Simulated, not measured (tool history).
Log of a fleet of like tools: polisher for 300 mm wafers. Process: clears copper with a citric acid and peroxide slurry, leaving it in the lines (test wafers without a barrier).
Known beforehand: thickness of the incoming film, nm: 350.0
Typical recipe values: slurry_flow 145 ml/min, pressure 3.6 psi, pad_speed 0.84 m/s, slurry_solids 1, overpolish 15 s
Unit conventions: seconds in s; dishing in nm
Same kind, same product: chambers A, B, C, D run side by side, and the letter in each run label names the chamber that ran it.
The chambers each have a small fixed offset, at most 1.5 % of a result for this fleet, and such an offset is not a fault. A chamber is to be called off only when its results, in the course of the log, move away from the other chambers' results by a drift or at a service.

At hour 0.2: chamber A: worn pad replaced by a new one.
Run 1C, hour 3.8: usual settings. Result: seconds 137.56 s, dishing 26.442 nm.
Run 2B, hour 7.1: usual settings. Result: seconds 139.56 s, dishing 26.623 nm.
Run 3A, hour 9.6: usual settings. Result: seconds 137.00 s, dishing 26.337 nm.
Run 4D, hour 15.4: usual settings. Result: seconds 143.07 s, dishing 27.135 nm.
Run 5D, hour 18.3: usual settings. Result: seconds 135.53 s, dishing 26.139 nm.
Run 6B, hour 21.5: usual settings. Result: seconds 134.52 s, dishing 26.270 nm.
At hour 25.2: chamber D: worn pad replaced by a new one.
Run 7C, hour 26.1: usual settings but slurry_flow 95 ml/min, pressure 4.2 psi. Result: seconds 132.42 s, dishing 28.477 nm.
At hour 27.3: chamber C: worn pad replaced by a new one.
Run 8A, hour 31.2: usual settings but slurry_flow 95 ml/min, pressure 4.2 psi. Result: seconds 134.15 s, dishing 27.936 nm.
Run 9B, hour 35.8: usual settings but slurry_flow 95 ml/min, pressure 4.2 psi. Result: seconds 131.39 s, dishing 27.904 nm.
At hour 38.3: chamber B: worn pad replaced by a new one.
Run 10A, hour 38.7: usual settings but slurry_flow 95 ml/min, pressure 4.2 psi. Result: seconds 132.52 s, dishing 27.896 nm.
At hour 39.1: chamber C: head pressure recalibrated.
Run 11D, hour 41.6: usual settings but slurry_flow 195 ml/min, pressure 4.4 psi. Result: seconds 107.37 s, dishing 33.555 nm.
Run 12C, hour 45.7: usual settings but slurry_flow 195 ml/min, pressure 4.4 psi. Result: seconds 110.34 s, dishing 32.988 nm.
Run 13D, hour 50.1: usual settings but slurry_flow 195 ml/min, pressure 4.4 psi. Result: seconds 108.05 s, dishing 33.756 nm.
Run 14B, hour 53.2: usual settings but slurry_flow 195 ml/min, pressure 4.4 psi. Result: seconds 105.69 s, dishing 33.026 nm.
Run 15A, hour 56.3: usual settings. Result: seconds 137.33 s, dishing 25.959 nm.
At hour 57.0: chamber A: slurry blender recalibrated.
Run 16C, hour 59.3: usual settings. Result: seconds 141.22 s, dishing 26.105 nm.
Run 17B, hour 64.7: usual settings. Result: seconds 135.84 s, dishing 26.515 nm.
Run 18A, hour 67.4: usual settings. Result: seconds 137.53 s, dishing 26.602 nm.
Run 19D, hour 72.3: usual settings but pad_speed 0.68 m/s, overpolish 19 s. Result: seconds 167.20 s, dishing 27.505 nm.
At hour 72.7: chamber A: worn pad replaced by a new one.
Run 20C, hour 77.8: usual settings but pad_speed 0.68 m/s, overpolish 19 s. Result: seconds 173.42 s, dishing 26.943 nm.
Run 21A, hour 83.1: usual settings but pad_speed 0.68 m/s, overpolish 19 s. Result: seconds 166.39 s, dishing 26.631 nm.
At hour 86.6: chamber B: slurry nozzle cleaned.
At hour 87.4: chamber C: worn pad replaced by a new one.
Run 22B, hour 89.0: usual settings but pad_speed 0.68 m/s, overpolish 19 s. Result: seconds 172.47 s, dishing 27.689 nm.
Run 23C, hour 92.2: usual settings but pad_speed 1.02 m/s, overpolish 9 s. Result: seconds 116.79 s, dishing 20.501 nm.
Run 24D, hour 97.9: usual settings but pad_speed 1.02 m/s, overpolish 9 s. Result: seconds 110.83 s, dishing 20.075 nm.
Run 25C, hour 100.9: usual settings but pad_speed 1.02 m/s, overpolish 9 s. Result: seconds 112.43 s, dishing 19.662 nm.
Run 26A, hour 105.1: usual settings but pad_speed 1.02 m/s, overpolish 9 s. Result: seconds 113.14 s, dishing 20.346 nm.

Does one chamber stand apart from the rest, does the shared gauge drift, or is all well apart from small per-chamber offsets? Give the chamber and the most likely cause, where there is one.

Beyond each chamber's small constant offset nothing stands out, and the gauge stays steady.

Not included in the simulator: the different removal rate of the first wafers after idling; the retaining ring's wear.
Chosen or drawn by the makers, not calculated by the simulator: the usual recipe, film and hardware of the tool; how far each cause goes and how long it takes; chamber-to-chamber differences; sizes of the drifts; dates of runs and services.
